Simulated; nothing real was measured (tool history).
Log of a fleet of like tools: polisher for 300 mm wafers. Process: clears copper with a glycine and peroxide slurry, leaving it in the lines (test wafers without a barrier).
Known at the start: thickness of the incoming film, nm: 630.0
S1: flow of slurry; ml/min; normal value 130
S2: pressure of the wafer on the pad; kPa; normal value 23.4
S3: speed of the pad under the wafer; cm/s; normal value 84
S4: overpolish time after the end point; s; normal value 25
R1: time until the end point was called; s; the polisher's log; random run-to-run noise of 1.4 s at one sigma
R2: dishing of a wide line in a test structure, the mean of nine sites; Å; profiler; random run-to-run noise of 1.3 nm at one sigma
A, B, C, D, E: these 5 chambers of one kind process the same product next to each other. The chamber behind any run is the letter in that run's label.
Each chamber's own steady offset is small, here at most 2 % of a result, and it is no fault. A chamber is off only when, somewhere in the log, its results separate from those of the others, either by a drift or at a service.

run	hour	S1	S2	S3	S4	R1	R2
1E	3.6	130	23.4	84	25	101.980	647.53
2B	8.4	130	23.4	84	25	98.192	633.09
3D	14.1	130	23.4	84	25	99.723	683.55
# hour 20.9: chamber B: worn pad replaced by a new one
4A	21.1	130	23.4	84	25	100.770	664.12
5C	25.3	130	23.4	84	25	99.934	646.03
6B	32.3	130	23.4	84	25	99.726	658.01
# hour 34.4: chamber C: worn pad replaced by a new one
7A	39.1	130	23.4	84	25	99.687	662.90
8D	42.8	130	23.4	84	25	100.950	668.30
9E	46.3	130	23.4	84	25	101.780	635.00
10C	52.1	130	23.4	84	25	102.550	657.58
11C	58.3	130	23.4	84	25	101.710	634.12
12B	62.3	130	23.4	84	25	100.490	647.44
13E	68.4	130	23.4	84	25	99.278	640.05
14D	72.6	130	23.4	84	25	99.711	658.18
# hour 75.2: chamber A: worn pad replaced by a new one
15A	77.9	130	23.4	84	25	101.820	649.63
16C	84.7	130	23.4	84	25	98.332	659.31
# hour 85.6: chamber B: worn pad replaced by a new one
17A	90.2	130	23.4	84	25	101.280	666.63
18D	93.5	130	23.4	84	25	101.990	646.12
# hour 95.1: chamber E: worn pad replaced by a new one
19B	99.9	130	23.4	84	25	102.360	643.25
20E	106.9	130	23.4	84	25	102.490	654.26
21B	111.9	130	23.4	84	25	99.377	658.66
22E	116.1	130	23.4	84	25	103.480	655.55
# hour 118.5: chamber D: slurry nozzle cleaned
23C	119.2	130	23.4	84	25	100.110	639.22
24A	124.0	130	23.4	84	25	102.760	655.02
25D	129.8	130	23.4	84	25	107.450	660.43
26D	135.7	130	23.4	84	25	109.020	655.76
27B	140.4	130	23.4	84	31	100.290	747.31
28C	143.9	130	23.4	84	31	97.216	727.71
29E	149.5	130	23.4	84	31	98.185	731.98
# hour 150.5: chamber B: worn pad replaced by a new one
30A	154.4	130	23.4	84	31	99.751	715.02
31C	161.5	130	23.4	84	31	101.740	718.08
# hour 164.4: chamber E: slurry nozzle cleaned
32B	164.6	130	23.4	84	25	102.300	672.28
# hour 165.0: chamber A: worn pad replaced by a new one
33A	171.3	130	23.4	84	25	99.656	631.16
# hour 172.3: chamber B: slurry nozzle cleaned
34D	176.8	130	23.4	84	25	107.220	632.07
# hour 179.2: chamber C: worn pad replaced by a new one
35E	180.7	130	23.4	84	25	102.120	637.42
36D	187.2	130	23.4	84	25	111.310	632.48
37E	192.7	90	23.4	84	25	111.460	625.21
38A	196.4	90	23.4	84	25	111.980	621.14
39B	201.9	90	23.4	84	25	106.150	628.01
40C	208.3	90	23.4	84	25	109.040	619.76
41A	211.3	90	23.4	84	25	113.040	637.54
42E	216.8	130	23.4	84	25	99.462	635.24

One chamber off, gauge drift, or nothing amiss beyond the chambers' own small offsets? If it is a chamber, which one, and what is the likeliest cause?

It is chamber D that slowly wanders off from its peers.
Likeliest cause: removal rate lost through wear of the pad, % = 11.4.
Not necessarily distinguishable in this log from: head's pressure below its setpoint, %.

Below are 4 candidate recipes for chamber D's next run, each the usual settings with a change, their results shown as question marks. Which of them brings D's results back in line with what the other chambers give on the usual settings?
In line means no further than this from the other chambers' mean on the usual settings: R1 4.800 s; R2 44.00 Å
43D-1	221.9	130	24.1	86	25	?	?
43D-2	221.9	130	22.8	82	25	?	?
43D-3	221.9	130	25.5	90	24	?	?
43D-4	221.9	130	22.1	78	26	?	?

Mean of the other chambers on the usual settings: R1 100.970 s; R2 654.81 Å
run	R1	R2
43D-1	109.550	637.88
43D-2	119.640	612.19
43D-3	100.610	649.99
43D-4	127.730	605.82
Change 43D-3 lands the chamber within the allowed miss of the other chambers.

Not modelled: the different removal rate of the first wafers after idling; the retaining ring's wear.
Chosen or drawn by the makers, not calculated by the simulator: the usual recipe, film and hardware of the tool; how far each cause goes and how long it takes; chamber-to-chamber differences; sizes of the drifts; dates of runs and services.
